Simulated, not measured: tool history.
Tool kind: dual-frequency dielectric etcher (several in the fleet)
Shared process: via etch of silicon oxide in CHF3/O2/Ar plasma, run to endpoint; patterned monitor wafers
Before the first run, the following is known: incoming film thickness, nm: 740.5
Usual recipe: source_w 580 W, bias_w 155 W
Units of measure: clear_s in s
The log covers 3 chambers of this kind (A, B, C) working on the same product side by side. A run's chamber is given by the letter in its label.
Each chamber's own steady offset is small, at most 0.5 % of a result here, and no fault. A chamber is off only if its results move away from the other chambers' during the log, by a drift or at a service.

run 1B day=0.158 | source_w=580 bias_w=155 | clear_s=396.25
run 2C day=0.300 | source_w=580 bias_w=155 | clear_s=398.69
run 3A day=0.483 | source_w=580 bias_w=155 | clear_s=398.36
run 4C day=0.675 | source_w=580 bias_w=155 | clear_s=398.57
run 5B day=0.871 | source_w=580 bias_w=155 | clear_s=398.02
run 6A day=1.108 | source_w=580 bias_w=155 | clear_s=399.25
run 7A day=1.383 | source_w=580 bias_w=155 | clear_s=399.19
run 8B day=1.592 | source_w=580 bias_w=155 | clear_s=399.97
run 9C day=1.721 | source_w=580 bias_w=155 | clear_s=394.12
run 10A day=1.842 | source_w=580 bias_w=155 | clear_s=398.99
run 11C day=2.033 | source_w=580 bias_w=155 | clear_s=391.73
run 12B day=2.221 | source_w=580 bias_w=155 | clear_s=398.51
run 13A day=2.446 | source_w=580 bias_w=155 | clear_s=400.39
run 14C day=2.658 | source_w=650 bias_w=141 | clear_s=386.85
run 15B day=2.808 | source_w=650 bias_w=141 | clear_s=393.68
run 16A day=2.992 | source_w=650 bias_w=141 | clear_s=395.88
run 17C day=3.262 | source_w=580 bias_w=155 | clear_s=387.88
run 18B day=3.412 | source_w=580 bias_w=155 | clear_s=398.80
run 19B day=3.692 | source_w=580 bias_w=155 | clear_s=398.93
run 20C day=3.971 | source_w=580 bias_w=155 | clear_s=383.88

Has any chamber moved away from the others, gradually or after a service, or does the common gauge drift, or do the chambers differ only by their own small steady offsets? State the chamber and the most likely cause if one applies.

One chamber, C, drifts off from the rest bit by bit.
Likeliest cause: etch rate over this chamber's usual, % = 3.81.

Here are 4 candidates for chamber C's next run, each the usual settings with a change, their results left as question marks. Which one brings its results back in line with what the others give on the usual settings?
In-line tolerance around the mean of the other chambers on the usual settings: clear_s 5.30 s
run 21C-1 day=4.175 | source_w=580 bias_w=172 | clear_s=?
run 21C-2 day=4.175 | source_w=590 bias_w=158 | clear_s=?
run 21C-3 day=4.175 | source_w=580 bias_w=138 | clear_s=?
run 21C-4 day=4.175 | source_w=570 bias_w=152 | clear_s=?

Mean of the other chambers on the usual settings: clear_s 398.67 s
run=21C-1 clear_s=370.68
run=21C-2 clear_s=378.89
run=21C-3 clear_s=398.69
run=21C-4 clear_s=388.89
With 21C-3, the chamber falls back in line with the rest.

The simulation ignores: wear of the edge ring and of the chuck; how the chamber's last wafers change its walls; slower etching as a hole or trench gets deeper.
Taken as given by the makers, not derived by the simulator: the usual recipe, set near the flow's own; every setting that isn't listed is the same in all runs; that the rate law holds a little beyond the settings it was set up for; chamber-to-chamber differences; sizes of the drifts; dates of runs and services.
